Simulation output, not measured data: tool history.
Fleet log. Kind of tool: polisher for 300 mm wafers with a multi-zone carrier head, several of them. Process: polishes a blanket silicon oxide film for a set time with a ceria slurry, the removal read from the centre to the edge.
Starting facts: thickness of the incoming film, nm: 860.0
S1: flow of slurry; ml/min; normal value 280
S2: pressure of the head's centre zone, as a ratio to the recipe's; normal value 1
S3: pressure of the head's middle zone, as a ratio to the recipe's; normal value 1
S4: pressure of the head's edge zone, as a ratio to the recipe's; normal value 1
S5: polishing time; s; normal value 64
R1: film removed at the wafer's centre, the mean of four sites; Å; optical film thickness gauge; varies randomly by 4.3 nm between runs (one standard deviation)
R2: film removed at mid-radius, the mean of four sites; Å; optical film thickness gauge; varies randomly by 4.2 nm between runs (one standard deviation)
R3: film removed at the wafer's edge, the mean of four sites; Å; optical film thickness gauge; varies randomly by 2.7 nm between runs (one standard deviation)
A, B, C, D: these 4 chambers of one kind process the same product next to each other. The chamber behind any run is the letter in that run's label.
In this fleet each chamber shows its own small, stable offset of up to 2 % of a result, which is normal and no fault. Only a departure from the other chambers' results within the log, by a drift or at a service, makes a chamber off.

run,hour,S1,S2,S3,S4,S5,R1,R2,R3
# hour 1.8: chamber A: worn pad replaced by a new one
1A,2.9,280,1,1,1,64,2962.5,3087,2999.6
2C,7.9,280,1,1,1,64,2972.5,2996.8,3017.4
3B,12.5,280,1,1,1,64,3023.7,2930.6,3021
4D,15.3,280,1,1,1,64,3036.1,3039.5,3005.2
# hour 17.5: chamber B: worn pad replaced by a new one
5C,20.2,325,1,0.94,1,64,3143.7,2873.4,3058.9
6D,23.5,325,1,0.94,1,64,3044.6,2854.3,3106
7A,27.9,325,1,0.94,1,64,3055.6,2902.9,3005.4
# hour 29.8: chamber A: centre zone pressure recalibrated
8B,31.4,325,1,0.94,1,64,3075.7,2937.3,2998.8
# hour 33.4: chamber D: worn pad replaced by a new one
9C,35.7,280,1,1,1,64,3056.2,3071.5,3037
10D,40.7,280,1,1,1,64,2933.1,3037.4,2996
# hour 44: chamber A: worn pad replaced by a new one
11B,44.1,280,1,1,1,64,2954.2,3046.3,2999.9
12A,47.1,280,1,1,1,64,2968.4,2985.5,2978.7
# hour 50.1: chamber D: centre zone pressure recalibrated
13D,51.2,280,1,1,1,64,2663.3,3112.6,2963.8
14C,55.2,280,1,1,0.96,64,3009.1,3047.8,2913.2
15B,60,280,1,1,0.96,64,3000.4,3016,2962.5
16A,63.2,280,1,1,0.96,64,3064.9,2975,2969.5
17C,65.5,280,1,1,0.96,64,3050,3093,2962.3
18A,68.7,280,1,1,0.91,64,2990.6,2935,2866.1
# hour 69.4: chamber B: worn pad replaced by a new one
19D,73.8,280,1,1,0.91,64,2656.5,3112.9,2889.8
# hour 79: chamber D: worn pad replaced by a new one
20B,79,280,1,1,0.91,64,3014.4,2929,2883.8
21C,82,280,1,1,0.91,64,2973.8,2961,2851.4
# hour 82.7: chamber A: worn pad replaced by a new one
# hour 84.3: chamber C: worn pad replaced by a new one
22A,84.7,280,1,1,1,64,2968.2,3032.8,3010
23D,87.4,280,1,1,1,64,2617.6,3021.8,3008.8
24B,89.7,280,1,1,1,64,2935.3,3027.4,3012.9
25B,94.5,280,1,1,1,64,2966.8,3005.9,3005.8
26C,96.8,280,1,1,1,64,2963.1,3087.6,3027
27A,100.3,280,1,1,1,64,3006.8,3066.3,3013.7
28D,105.4,280,1,1,1,64,2654.8,3094.1,2977.2
29C,107.7,280,1,1,1,64,3022.4,3107.6,2996.9
30B,112.8,280,1,1,1,64,2968.9,3001.7,3006.8
31D,115.9,280,1,1,1,64,2665.6,2984.3,2989.2
# hour 116: chamber D: edge zone pressure recalibrated
32A,119.2,280,1,1,1,64,2946.4,3034.6,3006.1
33B,123.9,280,1,0.93,1,64,3008,2880.2,3015
34D,127.5,280,1,0.93,1,64,2634.9,2854.2,2976.1
# hour 128.3: chamber A: worn pad replaced by a new one
# hour 130: chamber D: worn pad replaced by a new one
35A,131.5,280,1,0.93,1,64,2973.9,2869.7,3000.5
# hour 131.6: chamber B: worn pad replaced by a new one
36C,136.1,280,1,0.93,1,64,2930.9,2803.5,3040.3
37C,140.8,280,1,1,1,64,3033.6,3029.1,2963.3
38B,144,280,1,1,1,64,2976.6,2977.9,2986.9
# hour 144.1: chamber A: edge zone pressure recalibrated
39D,147.3,280,1,1,1,64,2602.4,3064.5,2991.5
40A,150.8,280,1,1,1,64,2979.2,2985.8,3015.3
41B,153.2,280,1,1,1,64,2929.1,3071,3021.6
42A,155.9,280,1,1,1,64,2986.1,3031.7,3014.8
43C,160.4,280,1,1,1,64,3086.6,3021.4,2924.8
44D,165.4,280,1,1,1,64,2658.8,3038.6,3048.6

All 4 chambers run these settings next. Forecast each chamber's results:
45A,169.1,280,1,1.07,1,64,?,?,?
45B,169.1,280,1,1.07,1,64,?,?,?
45C,169.1,280,1,1.07,1,64,?,?,?
45D,169.1,280,1,1.07,1,64,?,?,?

run,R1,R2,R3
45A,2932.1,3237.9,3019.8
45B,2976.3,3186.8,2989.1
45C,2999.4,3277.1,2992
45D,2664.8,3160.7,2999.3
